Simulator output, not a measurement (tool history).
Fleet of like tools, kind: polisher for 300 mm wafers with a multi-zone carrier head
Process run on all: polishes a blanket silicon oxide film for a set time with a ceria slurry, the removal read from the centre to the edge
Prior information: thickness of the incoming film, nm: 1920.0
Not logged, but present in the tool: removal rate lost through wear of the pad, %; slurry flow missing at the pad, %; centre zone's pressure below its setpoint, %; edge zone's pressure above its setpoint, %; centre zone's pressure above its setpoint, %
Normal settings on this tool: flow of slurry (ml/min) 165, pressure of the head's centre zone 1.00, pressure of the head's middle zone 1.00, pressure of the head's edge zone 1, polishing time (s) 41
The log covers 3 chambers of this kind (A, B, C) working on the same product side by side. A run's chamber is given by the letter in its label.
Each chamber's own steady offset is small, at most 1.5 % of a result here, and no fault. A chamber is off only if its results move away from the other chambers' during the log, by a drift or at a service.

run	hour	flow of slurry (ml/min)	pressure of the head's centre zone	pressure of the head's middle zone	pressure of the head's edge zone	polishing time (s)	wafers polished on this pad	hours since the slurry nozzle was cleaned	hours since the centre zone pressure was calibrated	hours since the edge zone pressure was calibrated	film removed at the wafer's centre (Å)	film removed at mid-radius (Å)	film removed at the wafer's edge (Å)
1B	6.1	165	1.00	1.00	1	41	698	204.9	111.0	540.0	1458.8	1505.9	1467.7
2A	11.5	165	1.00	1.00	1	41	1444	205.3	536.6	331.3	1474.1	1493.8	1480.3
# hour 15.4: chamber A: worn pad replaced by a new one
# hour 17.2: chamber B: worn pad replaced by a new one
3C	17.9	165	1.00	1.00	1	41	266	484.9	349.0	406.2	1468.9	1460.5	1479.0
4C	22.9	165	1.00	1.00	1	41	323	489.9	354.0	411.2	1439.1	1469.3	1465.1
5B	28.8	135	1.00	1.00	1	41	131	227.6	133.7	562.7	1403.0	1433.2	1434.7
6A	36.8	135	1.00	1.00	1	41	243	230.6	561.9	356.6	1391.5	1446.6	1420.5
7B	44.9	135	1.00	1.00	1	41	314	243.7	149.8	578.8	1407.9	1442.2	1428.4
# hour 51.5: chamber C: edge zone pressure recalibrated
8A	53.4	165	1.00	1.00	1	41	432	247.2	578.5	373.2	1466.1	1476.6	1468.9
9C	62.7	165	1.00	1.00	1	41	774	529.7	393.8	11.2	1469.8	1458.2	1485.0
10A	71.9	165	1.00	1.00	1	41	641	265.7	597.0	391.7	1453.2	1475.5	1480.0
11B	78.7	165	1.00	1.00	1	41	697	277.5	183.6	612.6	1448.5	1478.5	1472.8
12C	84.0	165	1.00	1.00	1	41	1015	551.0	415.1	32.5	1456.3	1445.9	1480.8
13C	90.2	165	1.00	1.00	1	41	1086	557.2	421.3	38.7	1467.4	1457.1	1488.5
14A	99.6	165	1.00	1.00	1	41	955	293.4	624.7	419.4	1441.0	1481.4	1461.4
# hour 100.6: chamber C: worn pad replaced by a new one
# hour 104.3: chamber B: worn pad replaced by a new one
15B	108.6	185	1.00	0.91	1	41	49	307.4	213.5	642.5	1502.1	1389.4	1488.2
16C	117.4	185	1.00	0.91	1	41	191	584.4	448.5	65.9	1487.5	1354.6	1488.3
17A	123.3	185	1.00	0.91	1	41	1224	317.1	648.4	443.1	1488.1	1371.2	1529.3
18B	131.4	165	1.00	1.00	1	41	308	330.2	236.3	665.3	1460.5	1500.7	1458.2
# hour 132.6: chamber A: worn pad replaced by a new one
19A	138.3	165	1.00	1.00	1	41	65	332.1	663.4	458.1	1465.2	1488.8	1485.6
# hour 144.0: chamber C: slurry nozzle cleaned
20C	147.6	165	1.00	1.00	1	41	533	3.6	478.7	96.1	1456.9	1457.0	1477.0
21B	155.5	165	1.00	1.00	1	41	581	354.3	260.4	689.4	1446.8	1501.9	1479.0
22B	161.3	165	1.00	1.00	1	41	647	360.1	266.2	695.2	1451.7	1484.9	1476.0
23C	169.6	165	1.00	1.00	1	41	783	25.6	500.7	118.1	1470.7	1471.2	1498.1
# hour 171.5: chamber B: worn pad replaced by a new one
24A	175.9	165	0.89	1.00	1	52	491	369.7	701.0	495.7	1538.1	1904.7	1892.4
25A	180.6	165	0.89	1.00	1	52	545	374.4	705.7	500.4	1566.2	1892.9	1884.5
26C	187.7	165	0.89	1.00	1	52	988	43.7	518.8	136.2	1652.9	1855.2	1866.6
27B	192.8	165	1.00	1.00	1	41	242	391.6	297.7	726.7	1470.3	1484.3	1466.6
# hour 201.6: chamber B: slurry nozzle cleaned
28A	201.7	165	1.00	1.00	1	41	784	395.5	726.8	521.5	1384.8	1477.3	1440.1
29C	211.3	165	1.00	1.00	1	41	1256	67.3	542.4	159.8	1461.6	1491.4	1496.7
30B	218.6	165	1.00	1.00	1	41	535	17.0	323.5	752.5	1435.1	1479.5	1484.0
# hour 219.7: chamber C: worn pad replaced by a new one
31C	226.0	165	1.00	1.00	1	41	72	82.0	557.1	174.5	1443.9	1474.9	1488.9
32A	233.3	165	1.00	1.00	1	41	1142	427.1	758.4	553.1	1377.3	1455.5	1457.1
33B	238.2	165	1.00	1.00	1	47	757	36.6	343.1	772.1	1663.4	1723.6	1701.1
34C	246.1	165	1.00	1.00	1	47	300	102.1	577.2	194.6	1654.9	1676.6	1689.1
35A	250.7	165	1.00	1.00	1	47	1340	444.5	775.8	570.5	1557.2	1655.1	1698.0
# hour 259.1: chamber B: worn pad replaced by a new one
36B	259.4	165	1.00	1.00	1	41	4	57.8	364.3	793.3	1461.4	1490.9	1481.6
# hour 263.6: chamber A: worn pad replaced by a new one
37B	263.9	165	1.00	1.00	1	41	55	62.3	368.8	797.8	1464.6	1486.1	1488.8
38A	269.4	165	1.00	1.00	1	41	66	463.2	794.5	589.2	1380.4	1491.5	1465.2
39C	276.8	165	1.00	1.00	1	41	648	132.8	607.9	225.3	1444.3	1452.7	1459.9
40B	283.2	165	1.00	1.00	1	41	274	81.6	388.1	817.1	1461.2	1504.7	1471.1
41C	292.5	165	1.00	1.00	1	41	826	148.5	623.6	241.0	1469.8	1462.1	1490.0
# hour 294.4: chamber A: edge zone pressure recalibrated
42A	297.7	165	1.00	1.00	1	41	387	491.5	822.8	3.4	1378.2	1468.3	1462.0

Next, every chamber runs the same settings. What will each give?
43A	304.7	165	1.00	1.00	1	41					?	?	?
43B	304.7	165	1.00	1.00	1	41					?	?	?
43C	304.7	165	1.00	1.00	1	41					?	?	?

run	film removed at the wafer's centre (Å)	film removed at mid-radius (Å)	film removed at the wafer's edge (Å)
43A	1352.2	1454.6	1479.7
43B	1443.1	1489.5	1491.3
43C	1451.3	1470.1	1471.4
